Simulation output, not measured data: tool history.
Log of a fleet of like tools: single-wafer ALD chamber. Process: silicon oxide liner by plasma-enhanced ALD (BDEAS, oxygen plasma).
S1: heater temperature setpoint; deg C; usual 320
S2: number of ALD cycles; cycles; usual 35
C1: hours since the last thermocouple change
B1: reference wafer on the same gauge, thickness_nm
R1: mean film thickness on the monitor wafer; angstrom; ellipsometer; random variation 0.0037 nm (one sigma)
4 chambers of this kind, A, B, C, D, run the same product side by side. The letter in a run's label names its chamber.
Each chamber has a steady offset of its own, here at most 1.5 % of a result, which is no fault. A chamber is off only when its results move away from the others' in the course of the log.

Run 1A, hour 6.5: usual settings; C1 1466.3; B1 2.5702. Result: R1 31.347 angstrom.
Run 2C, hour 19.3: usual settings; C1 2755.0; B1 2.5709. Result: R1 31.660 angstrom.
At hour 26.6: chamber A: thermocouple changed; heater temperature recalibrated.
Run 3B, hour 28.9: usual settings; C1 82.2; B1 2.5712. Result: R1 31.284 angstrom.
Run 4D, hour 37.3: usual settings; C1 1326.8; B1 2.5716. Result: R1 31.922 angstrom.
Run 5D, hour 43.5: usual settings; C1 1333.0; B1 2.5726. Result: R1 31.893 angstrom.
Run 6B, hour 52.1: usual settings; C1 105.4; B1 2.5726. Result: R1 31.283 angstrom.
Run 7A, hour 62.9: usual settings but S1 313 deg C, S2 38 cycles; C1 36.4; B1 2.5735. Result: R1 34.402 angstrom.
Run 8C, hour 70.9: usual settings but S1 313 deg C, S2 38 cycles; C1 2806.6; B1 2.5733. Result: R1 34.746 angstrom.
Run 9C, hour 79.9: usual settings but S1 313 deg C, S2 38 cycles; C1 2815.6; B1 2.5743. Result: R1 34.798 angstrom.
Run 10B, hour 86.1: usual settings but S1 313 deg C, S2 38 cycles; C1 139.4; B1 2.5741. Result: R1 34.305 angstrom.
Run 11D, hour 94.0: usual settings; C1 1383.5; B1 2.5746. Result: R1 31.889 angstrom.
Run 12A, hour 102.2: usual settings; C1 75.7; B1 2.5749. Result: R1 31.416 angstrom.
Run 13B, hour 110.1: usual settings but S1 310 deg C, S2 29 cycles; C1 163.4; B1 2.5750. Result: R1 26.322 angstrom.
Run 14A, hour 116.6: usual settings but S1 310 deg C, S2 29 cycles; C1 90.1; B1 2.5750. Result: R1 26.355 angstrom.
Run 15D, hour 125.7: usual settings but S1 310 deg C, S2 29 cycles; C1 1415.2; B1 2.5759. Result: R1 26.909 angstrom.
Run 16C, hour 137.2: usual settings but S1 310 deg C, S2 29 cycles; C1 2872.9; B1 2.5765. Result: R1 26.617 angstrom.
Run 17C, hour 149.6: usual settings; C1 2885.3; B1 2.5772. Result: R1 31.729 angstrom.
Run 18A, hour 162.2: usual settings; C1 135.7; B1 2.5777. Result: R1 31.397 angstrom.
Run 19D, hour 173.9: usual settings; C1 1463.4; B1 2.5782. Result: R1 31.927 angstrom.
At hour 178.0: chamber C: thermocouple changed; heater temperature recalibrated.
Run 20B, hour 182.3: usual settings; C1 235.6; B1 2.5783. Result: R1 31.309 angstrom.
Run 21A, hour 189.8: usual settings; C1 163.3; B1 2.5790. Result: R1 31.380 angstrom.
Run 22C, hour 197.2: usual settings; C1 19.3; B1 2.5789. Result: R1 31.737 angstrom.
Run 23B, hour 205.8: usual settings; C1 259.1; B1 2.5790. Result: R1 31.337 angstrom.
Run 24D, hour 216.8: usual settings; C1 1506.3; B1 2.5807. Result: R1 32.001 angstrom.
Run 25D, hour 222.7: usual settings; C1 1512.2; B1 2.5801. Result: R1 31.994 angstrom.
Run 26C, hour 230.7: usual settings; C1 52.8; B1 2.5810. Result: R1 31.805 angstrom.
Run 27A, hour 236.8: usual settings; C1 210.3; B1 2.5804. Result: R1 31.420 angstrom.
Run 28B, hour 246.2: usual settings but S1 330 deg C; C1 299.5; B1 2.5814. Result: R1 30.909 angstrom.
Run 29D, hour 255.0: usual settings but S1 330 deg C; C1 1544.5; B1 2.5823. Result: R1 31.585 angstrom.
Run 30B, hour 261.7: usual settings but S1 330 deg C; C1 315.0; B1 2.5818. Result: R1 30.951 angstrom.

Is one chamber off against the others, does the gauge drift, or is nothing wrong? If a chamber is off, say which, and what the likeliest cause is.

The gauge drifts, so all chambers seem to drift together. No chamber is off.
Cause: gauge reads high (%) = 0.49.

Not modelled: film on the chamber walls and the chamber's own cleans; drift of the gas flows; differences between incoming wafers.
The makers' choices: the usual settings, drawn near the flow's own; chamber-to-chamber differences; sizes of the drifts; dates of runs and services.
